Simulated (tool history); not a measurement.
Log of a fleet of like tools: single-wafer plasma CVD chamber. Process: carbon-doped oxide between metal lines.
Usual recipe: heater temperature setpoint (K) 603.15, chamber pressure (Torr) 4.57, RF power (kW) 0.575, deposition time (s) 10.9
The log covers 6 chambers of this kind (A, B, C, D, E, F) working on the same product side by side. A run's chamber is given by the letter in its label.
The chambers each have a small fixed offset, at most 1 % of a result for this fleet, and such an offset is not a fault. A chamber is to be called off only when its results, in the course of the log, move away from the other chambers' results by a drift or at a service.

run,hour,heater temperature setpoint (K),chamber pressure (Torr),RF power (kW),deposition time (s),"read-back reference wafer on the same gauge, thickness_nm",mean film thickness on the monitor wafer (angstrom)
1F,10.7,603.15,4.57,0.575,10.9,73.238,641.75
# hour 14.8: chamber A: thermocouple changed; heater temperature recalibrated
2B,16.2,603.15,4.57,0.575,10.9,73.187,647.7
3C,24.7,603.15,4.57,0.575,10.9,73.21,650.42
4A,35.6,603.15,4.57,0.575,10.9,73.112,657.55
5E,45.5,603.15,4.57,0.575,10.9,73.296,652.78
6D,54.1,603.15,4.57,0.575,10.9,73.29,647.85
7E,59.2,603.15,4.57,0.575,10.9,73.131,643.55
# hour 61.2: chamber D: RF generator calibrated
8A,68.5,612.15,5,0.575,10.9,73.263,641.8
9D,77.8,612.15,5,0.575,10.9,73.245,634.11
10F,87.1,612.15,5,0.575,10.9,73.141,630.25
11B,93.8,612.15,5,0.575,10.9,73.258,641.72
# hour 100.2: chamber E: RF generator calibrated
12C,101,612.15,5,0.575,10.9,73.182,631.35
13F,107.6,612.15,5,0.575,10.9,73.218,634.26
14C,117.1,603.15,4.57,0.575,10.9,73.132,649.3
15D,126.5,603.15,4.57,0.575,10.9,73.15,651.24
16A,135.5,603.15,4.57,0.575,10.9,73.292,653.96
17B,142,603.15,4.57,0.575,10.9,73.135,648.42
18E,151.6,603.15,4.57,0.575,10.9,73.221,648.18
19B,161,590.15,4.57,0.575,10.9,73.092,681.7
20D,167.1,590.15,4.57,0.575,10.9,73.149,681.77
# hour 167.8: chamber F: RF generator calibrated
21A,174.3,590.15,4.57,0.575,10.9,73.224,687.61
22C,184.7,590.15,4.57,0.575,10.9,73.214,675.71
23F,190.9,590.15,4.57,0.575,10.9,73.189,683.13
24E,196.7,590.15,4.57,0.575,10.9,73.22,683.89
25C,203.5,603.15,4.57,0.575,10.9,73.191,642.96
26F,212.8,603.15,4.57,0.575,10.9,73.072,645.27
27B,220.3,603.15,4.57,0.575,10.9,73.181,647.66
28E,227.8,603.15,4.57,0.575,10.9,73.168,645.04
29D,235.9,603.15,4.57,0.575,10.9,73.209,648.01
30A,240.6,603.15,4.57,0.575,10.9,73.306,658.28
31A,248.9,603.15,4.57,0.575,10.9,73.092,653.57
32D,259.7,603.15,4.57,0.575,10.9,73.178,648.68
33F,267,603.15,4.57,0.575,10.9,73.182,643.08
34B,274.4,603.15,4.57,0.575,10.9,73.155,658.48
35C,279.2,603.15,4.57,0.575,10.9,73.228,641.25
36E,288.4,603.15,4.57,0.575,10.9,73.17,647.24

Read the log: is a single chamber off, either drifting away or since a service, is the gauge that measures every chamber drifting, or is nothing wrong beyond small per-chamber offsets? Name any odd chamber and what most likely caused it.

All chambers stay in line apart from their small fixed offsets, and the gauge does not drift.
